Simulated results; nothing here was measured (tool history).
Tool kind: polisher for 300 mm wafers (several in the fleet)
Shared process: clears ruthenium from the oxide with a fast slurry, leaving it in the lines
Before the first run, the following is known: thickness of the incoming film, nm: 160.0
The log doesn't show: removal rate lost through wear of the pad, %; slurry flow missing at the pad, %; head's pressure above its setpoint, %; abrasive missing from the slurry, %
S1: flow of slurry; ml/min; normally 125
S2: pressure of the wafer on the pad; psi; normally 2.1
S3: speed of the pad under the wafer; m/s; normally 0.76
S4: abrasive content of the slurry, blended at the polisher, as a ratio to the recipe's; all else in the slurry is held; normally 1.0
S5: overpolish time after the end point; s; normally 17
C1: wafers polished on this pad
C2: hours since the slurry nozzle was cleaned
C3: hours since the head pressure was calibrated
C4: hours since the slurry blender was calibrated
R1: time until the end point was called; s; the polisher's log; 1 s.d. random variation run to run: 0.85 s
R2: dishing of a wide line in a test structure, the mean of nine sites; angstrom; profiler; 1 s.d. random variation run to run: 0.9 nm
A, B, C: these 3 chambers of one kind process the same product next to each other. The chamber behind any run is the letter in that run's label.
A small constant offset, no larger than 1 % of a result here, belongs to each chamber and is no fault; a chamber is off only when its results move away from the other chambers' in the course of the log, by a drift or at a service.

run     day   S1   S2    S3   S4  S5    C1     C2      C3     C4      R1      R2
      0.025  -- chamber B: worn pad replaced by a new one
 1B   0.417  125  2.1  0.76  1.0  17   100  657.5  1212.2   85.8  59.086  358.88
 2A   0.733  125  2.1  0.76  1.0  17   533  278.2   394.8   32.5  59.325  365.64
      0.862  -- chamber C: worn pad replaced by a new one
 3C   1.083  125  2.1  0.76  1.0  17    56  151.6   119.9  181.7  59.572  355.55
 4C   1.275  125  2.1  0.76  1.0  17   105  156.2   124.5  186.3  59.388  355.93
      1.462  -- chamber A: head pressure recalibrated
 5B   1.512  125  2.1  0.76  1.0  17   380  683.8  1238.5  112.1  59.375  368.67
 6A   1.842  125  2.1  0.76  1.0  17   816  304.8     9.2   59.1  59.617  371.73
 7B   2.254  125  2.1  0.76  1.0  17   569  701.6  1256.3  129.9  60.838  357.02
      2.275  -- chamber A: worn pad replaced by a new one
 8A   2.596  125  2.1  0.76  1.0  17    82  322.9    27.3   77.2  59.589  372.42
 9C   2.983  125  2.1  0.76  1.0  17   542  197.2   165.5  227.3  59.578  357.99
10A   3.412  125  2.1  0.76  1.0  17   291  342.5    46.9   96.8  60.024  377.69
11C   3.642  125  2.1  0.76  1.0  17   710  213.0   181.3  243.1  61.883  374.24
      3.988  -- chamber B: slurry blender recalibrated
12B   4.062  125  2.1  0.76  1.0  17  1031  745.0  1299.7    1.8  61.109  349.20
      4.217  -- chamber C: slurry nozzle cleaned
13C   4.321  125  2.1  0.76  1.0  17   883    2.5   197.6  259.4  60.634  375.59
      4.467  -- chamber B: worn pad replaced by a new one
14A   4.704  125  2.1  0.76  1.0  17   621  373.5    77.9  127.8  58.605  368.82
15B   4.917  125  2.1  0.76  1.0  17   116  765.5  1320.2   22.3  60.162  362.03
16B   5.300  125  2.1  0.76  1.0  17   213  774.7  1329.4   31.5  58.732  356.72
      5.329  -- chamber C: worn pad replaced by a new one
      5.417  -- chamber B: head pressure recalibrated
17C   5.575  125  2.1  0.76  1.0  17    63   32.6   227.7  289.5  58.973  342.45
      5.758  -- chamber B: slurry nozzle cleaned
18A   5.850  125  2.1  0.76  1.0  17   914  401.0   105.4  155.3  60.191  367.70
      5.900  -- chamber A: worn pad replaced by a new one
19A   6.125  125  2.1  0.76  1.0  17    58  407.6   112.0  161.9  60.688  378.13
20B   6.312  125  2.1  0.76  1.0  17   472   13.3    21.5   55.8  59.891  351.79
21C   6.633  125  2.1  0.76  1.0  17   333   58.0   253.1  314.9  60.083  351.43
      6.712  -- chamber A: slurry nozzle cleaned
22B   6.988  125  2.5  0.76  1.1  17   645   29.5    37.7   72.0  47.798  437.06
23A   7.275  125  2.5  0.76  1.1  17   351   13.6   139.6  189.5  48.822  435.38
24C   7.479  125  2.5  0.76  1.1  17   549   78.3   273.4  335.2  48.337  440.46
25B   7.896  125  2.1  0.76  1.0  17   877   51.3    59.5   93.8  60.348  360.98
26A   8.271  125  2.1  0.76  1.0  17   606   37.5   163.5  213.4  59.943  374.34
27C   8.475  125  2.1  0.76  1.0  17   804  102.2   297.3  359.1  59.365  358.71
      8.729  -- chamber B: worn pad replaced by a new one
28A   8.808  125  2.1  0.76  1.0  17   743   50.4   176.4  226.3  59.040  361.15
      8.958  -- chamber C: slurry blender recalibrated
29B   9.000  125  2.1  0.76  1.0  17    69   77.8    86.0  120.3  59.799  355.46
30C   9.308  125  2.1  0.76  1.0  17  1017  122.2   317.3    8.4  59.702  343.99
      9.425  -- chamber A: worn pad replaced by a new one
      9.662  -- chamber C: worn pad replaced by a new one
31C   9.729  125  2.1  0.76  1.0  17    17  132.3   327.4   18.5  59.121  342.19
32B   9.996  125  2.1  0.76  1.0  17   324  101.7   109.9  144.2  61.540  375.33
33A  10.300  125  2.1  0.84  1.0  17   224   86.2   212.2  262.1  53.871  402.01
34B  10.612  125  2.1  0.84  1.0  17   481  116.5   124.7  159.0  53.769  397.83

What goes on in this fleet: one chamber off, a drifting gauge, or nothing beyond the chambers' own small offsets? Name the chamber and the cause, if any.

No chamber stands off beyond its own small offset, and the gauge holds steady.
